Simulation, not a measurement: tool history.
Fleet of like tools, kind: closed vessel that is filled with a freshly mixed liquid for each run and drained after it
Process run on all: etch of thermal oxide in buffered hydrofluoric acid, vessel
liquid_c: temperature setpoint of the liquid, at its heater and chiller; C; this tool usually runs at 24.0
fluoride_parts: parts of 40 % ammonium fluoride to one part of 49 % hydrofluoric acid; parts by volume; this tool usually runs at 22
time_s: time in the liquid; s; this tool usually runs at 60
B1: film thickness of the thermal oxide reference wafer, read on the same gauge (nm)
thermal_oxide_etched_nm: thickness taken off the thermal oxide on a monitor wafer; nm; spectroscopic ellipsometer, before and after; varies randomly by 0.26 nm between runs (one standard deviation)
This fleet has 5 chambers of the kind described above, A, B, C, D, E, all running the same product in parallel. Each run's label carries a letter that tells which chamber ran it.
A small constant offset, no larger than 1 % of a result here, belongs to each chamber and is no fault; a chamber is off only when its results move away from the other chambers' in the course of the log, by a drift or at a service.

run 1A hour=6.5 | liquid_c=24.0 fluoride_parts=22 time_s=60 | B1=39.958 | thermal_oxide_etched_nm=32.664
run 2E hour=13.8 | liquid_c=24.0 fluoride_parts=22 time_s=60 | B1=40.006 | thermal_oxide_etched_nm=32.219
run 3B hour=21.4 | liquid_c=24.0 fluoride_parts=22 time_s=60 | B1=40.029 | thermal_oxide_etched_nm=32.263
run 4D hour=29.6 | liquid_c=24.0 fluoride_parts=22 time_s=60 | B1=39.916 | thermal_oxide_etched_nm=32.119
run 5C hour=38.3 | liquid_c=24.0 fluoride_parts=22 time_s=60 | B1=40.015 | thermal_oxide_etched_nm=32.143
run 6E hour=44.7 | liquid_c=24.0 fluoride_parts=22 time_s=60 | B1=39.989 | thermal_oxide_etched_nm=32.552
run 7A hour=53.5 | liquid_c=27.5 fluoride_parts=17 time_s=60 | B1=40.014 | thermal_oxide_etched_nm=50.052
run 8B hour=58.6 | liquid_c=27.5 fluoride_parts=17 time_s=60 | B1=39.982 | thermal_oxide_etched_nm=49.629
run 9C hour=66.9 | liquid_c=27.5 fluoride_parts=17 time_s=60 | B1=40.015 | thermal_oxide_etched_nm=48.113
run 10D hour=72.1 | liquid_c=27.5 fluoride_parts=17 time_s=60 | B1=39.957 | thermal_oxide_etched_nm=48.340
run 11C hour=77.3 | liquid_c=27.5 fluoride_parts=17 time_s=60 | B1=40.009 | thermal_oxide_etched_nm=48.950
run 12D hour=83.6 | liquid_c=24.0 fluoride_parts=22 time_s=60 | B1=39.962 | thermal_oxide_etched_nm=32.554
run 13E hour=89.5 | liquid_c=24.0 fluoride_parts=22 time_s=60 | B1=39.986 | thermal_oxide_etched_nm=32.473
run 14B hour=100.3 | liquid_c=24.0 fluoride_parts=22 time_s=60 | B1=39.989 | thermal_oxide_etched_nm=32.663
run 15A hour=109.1 | liquid_c=24.0 fluoride_parts=22 time_s=30 | B1=39.972 | thermal_oxide_etched_nm=16.272
run 16A hour=116.6 | liquid_c=24.0 fluoride_parts=22 time_s=30 | B1=39.975 | thermal_oxide_etched_nm=16.389
run 17D hour=121.7 | liquid_c=24.0 fluoride_parts=22 time_s=30 | B1=39.971 | thermal_oxide_etched_nm=16.119
run 18E hour=129.1 | liquid_c=24.0 fluoride_parts=22 time_s=30 | B1=39.953 | thermal_oxide_etched_nm=16.265
run 19B hour=139.9 | liquid_c=24.0 fluoride_parts=22 time_s=30 | B1=40.005 | thermal_oxide_etched_nm=16.255
-- hour=147.7 chamber E: hydrofluoric acid flow meter replaced
run 20C hour=150.9 | liquid_c=24.0 fluoride_parts=22 time_s=60 | B1=39.984 | thermal_oxide_etched_nm=31.367
run 21B hour=160.7 | liquid_c=24.0 fluoride_parts=22 time_s=60 | B1=39.962 | thermal_oxide_etched_nm=32.161
run 22C hour=166.8 | liquid_c=20.0 fluoride_parts=22 time_s=60 | B1=39.987 | thermal_oxide_etched_nm=24.841
-- hour=170.9 chamber E: thermometer replaced
run 23D hour=175.2 | liquid_c=20.0 fluoride_parts=22 time_s=60 | B1=39.971 | thermal_oxide_etched_nm=25.601
run 24E hour=183.2 | liquid_c=20.0 fluoride_parts=22 time_s=60 | B1=39.964 | thermal_oxide_etched_nm=26.489
run 25A hour=194.0 | liquid_c=20.0 fluoride_parts=22 time_s=60 | B1=39.965 | thermal_oxide_etched_nm=26.228
run 26E hour=199.7 | liquid_c=20.0 fluoride_parts=22 time_s=60 | B1=39.994 | thermal_oxide_etched_nm=26.036
-- hour=205.4 chamber B: hydrofluoric acid flow meter replaced
run 27C hour=208.3 | liquid_c=24.0 fluoride_parts=22 time_s=60 | B1=39.943 | thermal_oxide_etched_nm=30.865
run 28B hour=215.2 | liquid_c=24.0 fluoride_parts=22 time_s=60 | B1=39.989 | thermal_oxide_etched_nm=31.968
run 29D hour=224.1 | liquid_c=24.0 fluoride_parts=22 time_s=60 | B1=39.988 | thermal_oxide_etched_nm=32.253
run 30A hour=232.3 | liquid_c=24.0 fluoride_parts=22 time_s=60 | B1=40.004 | thermal_oxide_etched_nm=32.765
run 31D hour=241.9 | liquid_c=24.0 fluoride_parts=22 time_s=60 | B1=40.012 | thermal_oxide_etched_nm=32.409
run 32E hour=251.5 | liquid_c=24.0 fluoride_parts=22 time_s=60 | B1=39.984 | thermal_oxide_etched_nm=32.533
-- hour=256.1 chamber D: thermometer replaced
run 33C hour=259.6 | liquid_c=24.0 fluoride_parts=18 time_s=60 | B1=40.024 | thermal_oxide_etched_nm=35.844
run 34B hour=268.7 | liquid_c=24.0 fluoride_parts=18 time_s=60 | B1=39.939 | thermal_oxide_etched_nm=38.056
-- hour=272.8 chamber B: thermometer replaced
run 35A hour=279.4 | liquid_c=24.0 fluoride_parts=18 time_s=60 | B1=40.003 | thermal_oxide_etched_nm=38.955
-- hour=280.5 chamber C: hydrofluoric acid flow meter replaced
run 36E hour=289.4 | liquid_c=24.0 fluoride_parts=18 time_s=60 | B1=40.006 | thermal_oxide_etched_nm=38.696
run 37A hour=297.2 | liquid_c=24.0 fluoride_parts=18 time_s=60 | B1=39.966 | thermal_oxide_etched_nm=38.884
run 38B hour=304.1 | liquid_c=24.0 fluoride_parts=22 time_s=60 | B1=39.959 | thermal_oxide_etched_nm=32.198
run 39D hour=311.0 | liquid_c=24.0 fluoride_parts=22 time_s=60 | B1=40.033 | thermal_oxide_etched_nm=32.335
run 40C hour=317.3 | liquid_c=24.0 fluoride_parts=22 time_s=60 | B1=40.008 | thermal_oxide_etched_nm=29.914

The same settings go to every chamber for the next run, one line per chamber below. Forecast the results for each:
run 41A hour=325.2 | liquid_c=24.0 fluoride_parts=22 time_s=60 | thermal_oxide_etched_nm=?
run 41B hour=325.2 | liquid_c=24.0 fluoride_parts=22 time_s=60 | thermal_oxide_etched_nm=?
run 41C hour=325.2 | liquid_c=24.0 fluoride_parts=22 time_s=60 | thermal_oxide_etched_nm=?
run 41D hour=325.2 | liquid_c=24.0 fluoride_parts=22 time_s=60 | thermal_oxide_etched_nm=?
run 41E hour=325.2 | liquid_c=24.0 fluoride_parts=22 time_s=60 | thermal_oxide_etched_nm=?

run=41A thermal_oxide_etched_nm=33.029
run=41B thermal_oxide_etched_nm=31.946
run=41C thermal_oxide_etched_nm=30.265
run=41D thermal_oxide_etched_nm=32.024
run=41E thermal_oxide_etched_nm=32.939
